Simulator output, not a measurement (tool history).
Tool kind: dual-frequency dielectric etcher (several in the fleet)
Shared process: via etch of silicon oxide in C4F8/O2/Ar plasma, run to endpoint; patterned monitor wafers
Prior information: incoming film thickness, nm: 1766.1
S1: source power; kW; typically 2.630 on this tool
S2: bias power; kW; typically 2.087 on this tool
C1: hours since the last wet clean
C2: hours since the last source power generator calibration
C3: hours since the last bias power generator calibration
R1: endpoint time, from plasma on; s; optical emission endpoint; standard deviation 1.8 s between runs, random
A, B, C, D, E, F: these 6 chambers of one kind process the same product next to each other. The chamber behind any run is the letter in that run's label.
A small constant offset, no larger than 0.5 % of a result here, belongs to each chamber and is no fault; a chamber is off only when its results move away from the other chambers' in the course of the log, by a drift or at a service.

{"run": "1F", "hour": 11.2, "S1": 2.63, "S2": 2.087, "C1": 78.6, "C2": 128.4, "C3": 607.8, "R1": 309.72}
{"run": "2E", "hour": 23.9, "S1": 2.63, "S2": 2.087, "C1": 108.6, "C2": 1323.7, "C3": 2522.4, "R1": 306.03}
{"run": "3A", "hour": 37.2, "S1": 2.63, "S2": 2.087, "C1": 399.7, "C2": 659.5, "C3": 142.6, "R1": 309.5}
{"run": "4C", "hour": 48.8, "S1": 2.63, "S2": 2.087, "C1": 319.7, "C2": 2730.1, "C3": 817.7, "R1": 308.45}
{"run": "5D", "hour": 63.2, "S1": 2.63, "S2": 2.087, "C1": 330.4, "C2": 4030.8, "C3": 1530.7, "R1": 307.42}
{"run": "6B", "hour": 73.9, "S1": 2.63, "S2": 2.087, "C1": 508.6, "C2": 1254.4, "C3": 959.7, "R1": 307.53}
{"run": "7E", "hour": 88.8, "S1": 2.63, "S2": 2.087, "C1": 173.5, "C2": 1388.6, "C3": 2587.3, "R1": 307.16}
{"run": "8F", "hour": 100.9, "S1": 2.63, "S2": 2.497, "C1": 168.3, "C2": 218.1, "C3": 697.5, "R1": 292.81}
{"hour": 106.1, "done": "chamber A: wet clean of the chamber"}
{"run": "9B", "hour": 113.5, "S1": 2.63, "S2": 2.497, "C1": 548.2, "C2": 1294.0, "C3": 999.3, "R1": 292.79}
{"run": "10D", "hour": 124.5, "S1": 2.63, "S2": 2.497, "C1": 391.7, "C2": 4092.1, "C3": 1592.0, "R1": 293.22}
{"hour": 127.3, "done": "chamber D: wet clean of the chamber"}
{"run": "11A", "hour": 133.9, "S1": 2.63, "S2": 2.497, "C1": 27.8, "C2": 756.2, "C3": 239.3, "R1": 296.41}
{"run": "12C", "hour": 144.9, "S1": 2.63, "S2": 2.497, "C1": 415.8, "C2": 2826.2, "C3": 913.8, "R1": 295.02}
{"run": "13F", "hour": 159.4, "S1": 2.63, "S2": 2.497, "C1": 226.8, "C2": 276.6, "C3": 756.0, "R1": 294.87}
{"run": "14B", "hour": 168.1, "S1": 3.06, "S2": 1.701, "C1": 602.8, "C2": 1348.6, "C3": 1053.9, "R1": 304.68}
{"hour": 175.0, "done": "chamber C: wet clean of the chamber"}
{"run": "15E", "hour": 181.7, "S1": 3.06, "S2": 1.701, "C1": 266.4, "C2": 1481.5, "C3": 2680.2, "R1": 309.01}
{"run": "16C", "hour": 190.5, "S1": 3.06, "S2": 1.701, "C1": 15.5, "C2": 2871.8, "C3": 959.4, "R1": 306.58}
{"hour": 193.4, "done": "chamber B: wet clean of the chamber"}
{"run": "17D", "hour": 204.4, "S1": 3.06, "S2": 1.701, "C1": 77.1, "C2": 4172.0, "C3": 1671.9, "R1": 310.57}
{"run": "18A", "hour": 216.9, "S1": 3.06, "S2": 1.701, "C1": 110.8, "C2": 839.2, "C3": 322.3, "R1": 308.36}
{"run": "19D", "hour": 227.2, "S1": 3.06, "S2": 1.701, "C1": 99.9, "C2": 4194.8, "C3": 1694.7, "R1": 307.46}
{"run": "20E", "hour": 236.8, "S1": 2.63, "S2": 2.087, "C1": 321.5, "C2": 1536.6, "C3": 2735.3, "R1": 306.89}
{"run": "21F", "hour": 246.8, "S1": 2.63, "S2": 2.087, "C1": 314.2, "C2": 364.0, "C3": 843.4, "R1": 307.92}
{"run": "22B", "hour": 258.9, "S1": 2.63, "S2": 2.087, "C1": 65.6, "C2": 1439.4, "C3": 1144.7, "R1": 311.26}
{"run": "23A", "hour": 270.8, "S1": 2.63, "S2": 2.087, "C1": 164.7, "C2": 893.1, "C3": 376.2, "R1": 308.41}
{"hour": 271.7, "done": "chamber D: source power generator calibrated"}
{"run": "24C", "hour": 280.6, "S1": 2.63, "S2": 2.087, "C1": 105.6, "C2": 2961.9, "C3": 1049.5, "R1": 311.34}
{"run": "25E", "hour": 295.3, "S1": 2.63, "S2": 2.087, "C1": 380.0, "C2": 1595.1, "C3": 2793.8, "R1": 306.31}
{"run": "26C", "hour": 304.5, "S1": 2.63, "S2": 2.087, "C1": 129.5, "C2": 2985.8, "C3": 1073.4, "R1": 307.74}
{"run": "27A", "hour": 317.7, "S1": 2.63, "S2": 2.087, "C1": 211.6, "C2": 940.0, "C3": 423.1, "R1": 309.83}
{"run": "28B", "hour": 327.9, "S1": 2.63, "S2": 2.087, "C1": 134.6, "C2": 1508.4, "C3": 1213.7, "R1": 305.44}
{"run": "29D", "hour": 337.2, "S1": 2.63, "S2": 2.087, "C1": 209.9, "C2": 65.6, "C3": 1804.7, "R1": 312.06}
{"run": "30F", "hour": 349.1, "S1": 2.63, "S2": 2.087, "C1": 416.5, "C2": 466.3, "C3": 945.7, "R1": 309.15}
{"run": "31C", "hour": 360.5, "S1": 2.63, "S2": 1.645, "C1": 185.5, "C2": 3041.8, "C3": 1129.4, "R1": 327.53}
{"run": "32D", "hour": 374.9, "S1": 2.63, "S2": 1.645, "C1": 247.6, "C2": 103.3, "C3": 1842.4, "R1": 329.97}
{"run": "33A", "hour": 383.9, "S1": 2.63, "S2": 1.645, "C1": 277.8, "C2": 1006.2, "C3": 489.3, "R1": 328.47}
{"run": "34B", "hour": 390.8, "S1": 2.63, "S2": 1.645, "C1": 197.5, "C2": 1571.3, "C3": 1276.6, "R1": 327.94}
{"run": "35F", "hour": 400.4, "S1": 2.63, "S2": 1.645, "C1": 467.8, "C2": 517.6, "C3": 997.0, "R1": 328.25}
{"run": "36E", "hour": 412.9, "S1": 2.63, "S2": 1.645, "C1": 497.6, "C2": 1712.7, "C3": 2911.4, "R1": 326.23}
{"run": "37E", "hour": 421.4, "S1": 2.63, "S2": 2.087, "C1": 506.1, "C2": 1721.2, "C3": 2919.9, "R1": 309.7}

The same settings go to every chamber for the next run, one line per chamber below. Forecast the results for each:
{"run": "38A", "hour": 432.6, "S1": 2.63, "S2": 2.087, "R1": "?"}
{"run": "38B", "hour": 432.6, "S1": 2.63, "S2": 2.087, "R1": "?"}
{"run": "38C", "hour": 432.6, "S1": 2.63, "S2": 2.087, "R1": "?"}
{"run": "38D", "hour": 432.6, "S1": 2.63, "S2": 2.087, "R1": "?"}
{"run": "38E", "hour": 432.6, "S1": 2.63, "S2": 2.087, "R1": "?"}
{"run": "38F", "hour": 432.6, "S1": 2.63, "S2": 2.087, "R1": "?"}

run=38A R1=312.02
run=38B R1=306.89
run=38C R1=309.83
run=38D R1=310.79
run=38E R1=306.44
run=38F R1=310.42

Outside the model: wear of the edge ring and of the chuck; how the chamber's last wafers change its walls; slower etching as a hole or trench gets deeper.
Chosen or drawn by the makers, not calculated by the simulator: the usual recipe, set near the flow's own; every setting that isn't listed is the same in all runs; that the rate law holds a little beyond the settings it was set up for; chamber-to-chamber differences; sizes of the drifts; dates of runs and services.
